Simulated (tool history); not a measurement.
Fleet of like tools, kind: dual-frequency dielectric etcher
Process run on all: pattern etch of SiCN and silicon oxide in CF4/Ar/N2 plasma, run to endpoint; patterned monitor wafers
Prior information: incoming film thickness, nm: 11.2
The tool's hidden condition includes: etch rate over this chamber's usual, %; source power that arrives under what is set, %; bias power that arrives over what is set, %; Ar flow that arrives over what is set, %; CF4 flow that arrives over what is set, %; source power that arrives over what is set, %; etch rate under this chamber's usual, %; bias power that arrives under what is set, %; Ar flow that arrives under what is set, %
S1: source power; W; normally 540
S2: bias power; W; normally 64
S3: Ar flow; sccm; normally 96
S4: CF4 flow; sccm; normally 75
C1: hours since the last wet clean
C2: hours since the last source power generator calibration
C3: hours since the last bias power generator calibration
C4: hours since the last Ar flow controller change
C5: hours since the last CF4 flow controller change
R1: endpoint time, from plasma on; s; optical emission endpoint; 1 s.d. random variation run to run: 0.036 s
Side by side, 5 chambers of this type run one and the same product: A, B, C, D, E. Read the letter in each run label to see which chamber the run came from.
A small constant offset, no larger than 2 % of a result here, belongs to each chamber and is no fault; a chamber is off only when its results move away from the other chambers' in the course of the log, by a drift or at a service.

Run 1D, day 0.292: usual settings; C1 357.2; C2 597; C3 460.9; C4 922.7; C5 1039.5. Result: R1 11.27 s.
Run 2C, day 0.483: usual settings; C1 368.2; C2 1059.8; C3 967.8; C4 1631.3; C5 1126.8. Result: R1 11.323 s.
Run 3E, day 0.688: usual settings; C1 213.2; C2 306; C3 4845.8; C4 4257.3; C5 1382.5. Result: R1 11.109 s.
At day 0.946: chamber B: wet clean of the chamber.
Run 4A, day 1.008: usual settings; C1 76.1; C2 510.4; C3 2358.5; C4 1006.6; C5 3439.7. Result: R1 11.39 s.
Run 5B, day 1.275: usual settings; C1 8; C2 1930.3; C3 3652.2; C4 4146.6; C5 262.5. Result: R1 11.277 s.
Run 6E, day 1.45: usual settings but S2 53 W, S3 107 sccm; C1 231.5; C2 324.3; C3 4864.1; C4 4275.6; C5 1400.8. Result: R1 11.993 s.
Run 7B, day 1.721: usual settings but S2 53 W, S3 107 sccm; C1 18.7; C2 1941; C3 3662.9; C4 4157.3; C5 273.2. Result: R1 12.172 s.
Run 8C, day 2.046: usual settings but S2 53 W, S3 107 sccm; C1 405.7; C2 1097.3; C3 1005.3; C4 1668.8; C5 1164.3. Result: R1 12.117 s.
Run 9D, day 2.342: usual settings but S2 53 W, S3 107 sccm; C1 406.4; C2 646.2; C3 510.1; C4 971.9; C5 1088.7. Result: R1 12.167 s.
Run 10A, day 2.7: usual settings but S2 53 W, S3 107 sccm; C1 116.7; C2 551; C3 2399.1; C4 1047.2; C5 3480.3. Result: R1 12.274 s.
Run 11A, day 2.962: usual settings; C1 123; C2 557.3; C3 2405.4; C4 1053.5; C5 3486.6. Result: R1 11.417 s.
Run 12C, day 3.288: usual settings; C1 435.5; C2 1127.1; C3 1035.1; C4 1698.6; C5 1194.1. Result: R1 11.33 s.
Run 13E, day 3.525: usual settings; C1 281.3; C2 374.1; C3 4913.9; C4 4325.4; C5 1450.6. Result: R1 11.13 s.
Run 14B, day 3.792: usual settings; C1 68.4; C2 1990.7; C3 3712.6; C4 4207; C5 322.9. Result: R1 11.268 s.
Run 15D, day 4.012: usual settings; C1 446.5; C2 686.3; C3 550.2; C4 1012; C5 1128.8. Result: R1 11.288 s.
Run 16D, day 4.3: usual settings; C1 453.4; C2 693.2; C3 557.1; C4 1018.9; C5 1135.7. Result: R1 11.39 s.
Run 17A, day 4.629: usual settings; C1 163; C2 597.3; C3 2445.4; C4 1093.5; C5 3526.6. Result: R1 11.409 s.
Run 18E, day 4.946: usual settings; C1 315.4; C2 408.2; C3 4948; C4 4359.5; C5 1484.7. Result: R1 11.141 s.
Run 19C, day 5.246: usual settings but S1 600 W, S4 63 sccm; C1 482.5; C2 1174.1; C3 1082.1; C4 1745.6; C5 1241.1. Result: R1 10.654 s.
Run 20B, day 5.525: usual settings but S1 600 W, S4 63 sccm; C1 110; C2 2032.3; C3 3754.2; C4 4248.6; C5 364.5. Result: R1 10.543 s.
Run 21B, day 5.821: usual settings but S1 600 W, S4 63 sccm; C1 117.1; C2 2039.4; C3 3761.3; C4 4255.7; C5 371.6. Result: R1 10.582 s.
Run 22A, day 6.05: usual settings but S1 600 W, S4 63 sccm; C1 197.1; C2 631.4; C3 2479.5; C4 1127.6; C5 3560.7. Result: R1 10.632 s.
Run 23D, day 6.267: usual settings but S1 600 W, S4 63 sccm; C1 500.6; C2 740.4; C3 604.3; C4 1066.1; C5 1182.9. Result: R1 10.69 s.
Run 24E, day 6.438: usual settings; C1 351.2; C2 444; C3 4983.8; C4 4395.3; C5 1520.5. Result: R1 11.076 s.
Run 25C, day 6.612: usual settings but S2 51 W, S4 92 sccm; C1 515.3; C2 1206.9; C3 1114.9; C4 1778.4; C5 1273.9. Result: R1 11.738 s.
Run 26C, day 6.842: usual settings but S2 51 W, S4 92 sccm; C1 520.8; C2 1212.4; C3 1120.4; C4 1783.9; C5 1279.4. Result: R1 11.78 s.
Run 27D, day 7.138: usual settings but S2 51 W, S4 92 sccm; C1 521.5; C2 761.3; C3 625.2; C4 1087; C5 1203.8. Result: R1 12.034 s.
At day 7.388: chamber E: wet clean of the chamber.
Run 28A, day 7.454: usual settings but S2 51 W, S4 92 sccm; C1 230.8; C2 665.1; C3 2513.2; C4 1161.3; C5 3594.4. Result: R1 11.864 s.
Run 29B, day 7.658: usual settings but S2 51 W, S4 92 sccm; C1 161.2; C2 2083.5; C3 3805.4; C4 4299.8; C5 415.7. Result: R1 11.761 s.
Run 30E, day 7.917: usual settings; C1 12.8; C2 479.5; C3 5019.3; C4 4430.8; C5 1556. Result: R1 11.103 s.
Run 31C, day 8.171: usual settings but S1 630 W, S4 68 sccm; C1 552.7; C2 1244.3; C3 1152.3; C4 1815.8; C5 1311.3. Result: R1 10 s.
Run 32A, day 8.338: usual settings but S1 630 W, S4 68 sccm; C1 252; C2 686.3; C3 2534.4; C4 1182.5; C5 3615.6. Result: R1 10.107 s.
Run 33E, day 8.608: usual settings but S1 630 W, S4 68 sccm; C1 29.4; C2 496.1; C3 5035.9; C4 4447.4; C5 1572.6. Result: R1 9.8562 s.
Run 34B, day 8.796: usual settings but S1 630 W, S4 68 sccm; C1 188.5; C2 2110.8; C3 3832.7; C4 4327.1; C5 443. Result: R1 9.9978 s.
Run 35D, day 9.133: usual settings but S1 630 W, S4 68 sccm; C1 569.4; C2 809.2; C3 673.1; C4 1134.9; C5 1251.7. Result: R1 10.256 s.
Run 36E, day 9.362: usual settings; C1 47.5; C2 514.2; C3 5054; C4 4465.5; C5 1590.7. Result: R1 11.105 s.
At day 9.525: chamber C: wet clean of the chamber.
Run 37C, day 9.642: usual settings but S1 640 W, S3 108 sccm; C1 2.8; C2 1279.6; C3 1187.6; C4 1851.1; C5 1346.6. Result: R1 9.8481 s.
Run 38B, day 9.825: usual settings but S1 640 W, S3 108 sccm; C1 213.2; C2 2135.5; C3 3857.4; C4 4351.8; C5 467.7. Result: R1 9.8666 s.
Run 39D, day 10.154: usual settings but S1 640 W, S3 108 sccm; C1 593.9; C2 833.7; C3 697.6; C4 1159.4; C5 1276.2. Result: R1 10.295 s.
Run 40A, day 10.408: usual settings but S1 640 W, S3 108 sccm; C1 301.7; C2 736; C3 2584.1; C4 1232.2; C5 3665.3. Result: R1 9.9857 s.

What goes on in this fleet: one chamber off, a drifting gauge, or nothing beyond the chambers' own small offsets? Name the chamber and the cause, if any.

One chamber, D, drifts off from the rest bit by bit.
Most likely cause: etch rate under this chamber's usual, % = 4.03.
The log might look much the same if the cause were instead: source power that arrives under what is set, %.

Chamber D could run next with any of the 4 candidate recipes listed below; each alters the usual settings, and their results appear as question marks. Which one brings its results back in line with what the other chambers deliver on the usual settings?
Allowed miss from the other chambers' usual-settings mean, per result, to count as in line: R1 0.13 s
Run 41D-1, day 10.667: usual settings but S2 73 W, S3 90 sccm, S4 80 sccm. Result: R1 ?.
Run 41D-2, day 10.667: usual settings but S1 500 W. Result: R1 ?.
Run 41D-3, day 10.667: usual settings but S2 56 W. Result: R1 ?.
Run 41D-4, day 10.667: usual settings but S1 560 W, S2 65 W. Result: R1 ?.

Average result of the remaining chambers running the usual settings: R1 11.279 s
  run      R1
41D-1  11.058
41D-2  12.601
41D-3  12.274
41D-4  11.331
41D-4 puts the chamber back in line with the other chambers.

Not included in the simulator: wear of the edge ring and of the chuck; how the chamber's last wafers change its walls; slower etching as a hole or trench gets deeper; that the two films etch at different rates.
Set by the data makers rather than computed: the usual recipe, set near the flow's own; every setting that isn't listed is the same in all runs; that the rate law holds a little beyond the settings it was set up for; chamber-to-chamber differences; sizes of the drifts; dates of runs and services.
